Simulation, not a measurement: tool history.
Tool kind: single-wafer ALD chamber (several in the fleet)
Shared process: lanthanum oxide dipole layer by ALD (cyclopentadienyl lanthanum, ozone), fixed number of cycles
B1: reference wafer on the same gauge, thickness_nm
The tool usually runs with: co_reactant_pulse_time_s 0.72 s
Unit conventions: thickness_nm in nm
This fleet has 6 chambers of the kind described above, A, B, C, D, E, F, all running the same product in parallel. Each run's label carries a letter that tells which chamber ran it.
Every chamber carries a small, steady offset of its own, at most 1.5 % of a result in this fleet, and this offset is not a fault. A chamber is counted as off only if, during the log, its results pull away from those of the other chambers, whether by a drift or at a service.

run 1C day=0.192 | co_reactant_pulse_time_s=0.72 | B1=0.35896 | thickness_nm=0.44078
run 2B day=0.433 | co_reactant_pulse_time_s=0.72 | B1=0.35891 | thickness_nm=0.44059
run 3D day=0.629 | co_reactant_pulse_time_s=0.72 | B1=0.35889 | thickness_nm=0.44243
run 4F day=0.754 | co_reactant_pulse_time_s=0.72 | B1=0.35897 | thickness_nm=0.44107
run 5A day=0.996 | co_reactant_pulse_time_s=0.72 | B1=0.359 | thickness_nm=0.43566
run 6E day=1.192 | co_reactant_pulse_time_s=0.72 | B1=0.35898 | thickness_nm=0.44302
run 7C day=1.425 | co_reactant_pulse_time_s=0.82 | B1=0.35925 | thickness_nm=0.46519
run 8B day=1.575 | co_reactant_pulse_time_s=0.82 | B1=0.3589 | thickness_nm=0.46272
run 9D day=1.75 | co_reactant_pulse_time_s=0.82 | B1=0.35869 | thickness_nm=0.46895
run 10A day=1.875 | co_reactant_pulse_time_s=0.82 | B1=0.35894 | thickness_nm=0.45945
run 11E day=2.088 | co_reactant_pulse_time_s=0.82 | B1=0.35899 | thickness_nm=0.47021
run 12F day=2.292 | co_reactant_pulse_time_s=0.82 | B1=0.35913 | thickness_nm=0.464
run 13A day=2.45 | co_reactant_pulse_time_s=0.98 | B1=0.35861 | thickness_nm=0.48962
run 14F day=2.667 | co_reactant_pulse_time_s=0.98 | B1=0.35913 | thickness_nm=0.49369
run 15B day=2.825 | co_reactant_pulse_time_s=0.98 | B1=0.35918 | thickness_nm=0.49579
run 16D day=2.988 | co_reactant_pulse_time_s=0.98 | B1=0.35895 | thickness_nm=0.49736
run 17C day=3.229 | co_reactant_pulse_time_s=0.98 | B1=0.35896 | thickness_nm=0.49617
run 18E day=3.346 | co_reactant_pulse_time_s=0.98 | B1=0.35922 | thickness_nm=0.49731
run 19E day=3.5 | co_reactant_pulse_time_s=0.72 | B1=0.35909 | thickness_nm=0.44239
run 20D day=3.733 | co_reactant_pulse_time_s=0.72 | B1=0.35916 | thickness_nm=0.44093
run 21F day=3.858 | co_reactant_pulse_time_s=0.9 | B1=0.359 | thickness_nm=0.48108
run 22B day=3.996 | co_reactant_pulse_time_s=0.9 | B1=0.35913 | thickness_nm=0.48165
run 23A day=4.208 | co_reactant_pulse_time_s=0.9 | B1=0.35939 | thickness_nm=0.47475
run 24C day=4.325 | co_reactant_pulse_time_s=0.9 | B1=0.35921 | thickness_nm=0.4788
run 25E day=4.554 | co_reactant_pulse_time_s=0.9 | B1=0.35894 | thickness_nm=0.4841
run 26B day=4.771 | co_reactant_pulse_time_s=0.9 | B1=0.35886 | thickness_nm=0.48339
run 27A day=4.958 | co_reactant_pulse_time_s=0.72 | B1=0.35893 | thickness_nm=0.43321
run 28F day=5.133 | co_reactant_pulse_time_s=0.72 | B1=0.35898 | thickness_nm=0.43881
run 29C day=5.325 | co_reactant_pulse_time_s=0.47 | B1=0.35889 | thickness_nm=0.35244
run 30D day=5.471 | co_reactant_pulse_time_s=0.47 | B1=0.35895 | thickness_nm=0.35502
run 31D day=5.712 | co_reactant_pulse_time_s=0.47 | B1=0.35906 | thickness_nm=0.35819
run 32C day=5.9 | co_reactant_pulse_time_s=0.47 | B1=0.35923 | thickness_nm=0.35267
run 33E day=6.054 | co_reactant_pulse_time_s=0.47 | B1=0.35929 | thickness_nm=0.35209
run 34A day=6.175 | co_reactant_pulse_time_s=0.47 | B1=0.35888 | thickness_nm=0.3415
run 35F day=6.396 | co_reactant_pulse_time_s=0.72 | B1=0.35906 | thickness_nm=0.43829
run 36B day=6.517 | co_reactant_pulse_time_s=0.72 | B1=0.35898 | thickness_nm=0.44259
run 37D day=6.642 | co_reactant_pulse_time_s=0.72 | B1=0.35908 | thickness_nm=0.44033

Next, all 6 chambers run the settings below, one line each with question marks for the results. What does each chamber give?
run 38A day=6.825 | co_reactant_pulse_time_s=0.9 | thickness_nm=?
run 38B day=6.825 | co_reactant_pulse_time_s=0.9 | thickness_nm=?
run 38C day=6.825 | co_reactant_pulse_time_s=0.9 | thickness_nm=?
run 38D day=6.825 | co_reactant_pulse_time_s=0.9 | thickness_nm=?
run 38E day=6.825 | co_reactant_pulse_time_s=0.9 | thickness_nm=?
run 38F day=6.825 | co_reactant_pulse_time_s=0.9 | thickness_nm=?

run=38A thickness_nm=0.46706
run=38B thickness_nm=0.48003
run=38C thickness_nm=0.48165
run=38D thickness_nm=0.48263
run=38E thickness_nm=0.48291
run=38F thickness_nm=0.4824
